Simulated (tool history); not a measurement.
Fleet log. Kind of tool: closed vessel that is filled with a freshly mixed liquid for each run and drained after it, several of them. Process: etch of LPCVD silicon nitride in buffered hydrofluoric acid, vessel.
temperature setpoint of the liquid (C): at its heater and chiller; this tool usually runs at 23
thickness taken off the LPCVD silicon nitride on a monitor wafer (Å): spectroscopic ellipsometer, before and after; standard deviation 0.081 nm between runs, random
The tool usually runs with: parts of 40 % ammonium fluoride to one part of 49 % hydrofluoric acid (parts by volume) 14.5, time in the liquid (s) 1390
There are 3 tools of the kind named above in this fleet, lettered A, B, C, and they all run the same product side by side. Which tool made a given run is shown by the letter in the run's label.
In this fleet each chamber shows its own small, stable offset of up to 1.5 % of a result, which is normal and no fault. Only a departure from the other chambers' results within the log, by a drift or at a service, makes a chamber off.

run	hour	temperature setpoint of the liquid (C)	parts of 40 % ammonium fluoride to one part of 49 % hydrofluoric acid (parts by volume)	time in the liquid (s)	hours since the thermometer was replaced	hours since the hydrofluoric acid flow meter was replaced	read-back film thickness of the LPCVD silicon nitride reference wafer, read on the same gauge (nm)	thickness taken off the LPCVD silicon nitride on a monitor wafer (Å)
1A	15.0	23	14.5	1390	1880.7	760.1	129.99	130.680
2C	24.3	23	14.5	1390	325.7	794.6	129.99	128.660
3B	36.5	23	14.5	1390	1034.7	1316.1	129.92	129.540
4B	51.6	23	14.5	1390	1049.8	1331.2	129.96	130.680
# hour 58.1: chamber A: thermometer replaced
5C	58.6	23	14.5	1390	360.0	828.9	129.99	131.160
6A	71.8	23	14.5	1390	13.7	816.9	129.98	129.960
7A	85.8	23	14.5	1390	27.7	830.9	130.03	132.400
8B	93.1	23	14.5	1390	1091.3	1372.7	129.99	130.360
9C	101.1	23	14.5	1390	402.5	871.4	130.03	132.730
10B	109.4	23	14.5	1390	1107.6	1389.0	129.97	130.320
11A	118.0	23	12.0	1775	59.9	863.1	129.95	199.800
12C	128.7	23	12.0	1775	430.1	899.0	130.01	206.390
13C	144.1	23	12.0	1775	445.5	914.4	130.06	204.530
14A	152.4	23	14.5	1390	94.3	897.5	130.06	131.380
15B	164.5	23	14.5	1390	1162.7	1444.1	129.95	130.370
16C	176.1	23	14.5	1390	477.5	946.4	130.01	134.440
17B	187.9	23	14.5	1390	1186.1	1467.5	130.00	130.190
18A	200.3	23	11.0	1390	142.2	945.4	129.96	169.970
19A	208.9	23	11.0	1390	150.8	954.0	130.01	171.000
# hour 216.0: chamber B: hydrofluoric acid flow meter replaced
20C	220.7	23	11.0	1390	522.1	991.0	130.00	176.490
21B	227.8	23	14.5	1390	1226.0	11.8	130.01	129.350
22B	243.9	23	14.5	1390	1242.1	27.9	129.93	130.360
23C	255.9	23	14.5	635	557.3	1026.2	129.98	62.467
24A	267.1	23	14.5	635	209.0	1012.2	129.96	59.314
25C	274.6	23	14.5	635	576.0	1044.9	129.99	62.639
26A	285.1	23	14.5	1390	227.0	1030.2	130.03	129.350
27B	301.4	23	14.5	1390	1299.6	85.4	130.03	130.980
28B	312.2	23	14.5	1390	1310.4	96.2	130.01	130.440
29A	325.5	23	14.5	1390	267.4	1070.6	130.00	131.330
30C	337.6	23	14.5	1760	639.0	1107.9	130.06	175.830

Read the log: is a single chamber off, either drifting away or since a service, is the gauge that measures every chamber drifting, or is nothing wrong beyond small per-chamber offsets? Name any odd chamber and what most likely caused it.

Chamber C drifts away from the others.
What lies behind it: liquid hotter than its thermometer reads (K) = 1.38.
Not necessarily distinguishable in this log from: hydrofluoric acid flow above the setpoint (%).

Which of the 4 candidates below, each the usual settings with something changed and its results left as question marks, puts chamber C back in line with what the other chambers give on the usual settings?
Maximum distance from the other chambers' mean on the usual settings for a result to count as in line: thickness taken off the LPCVD silicon nitride on a monitor wafer (Å) 2.800
31C-1	349.2	23.0	13.0	1390				?
31C-2	349.2	22.5	14.5	1270				?
31C-3	349.2	23.0	15.0	1340				?
31C-4	349.2	23.0	14.0	1445				?

On the usual settings, the other chambers give on average: thickness taken off the LPCVD silicon nitride on a monitor wafer (Å) 130.550
run	thickness taken off the LPCVD silicon nitride on a monitor wafer (Å)
31C-1	155.530
31C-2	124.250
31C-3	130.230
31C-4	150.310
31C-3 brings the chamber back in line.
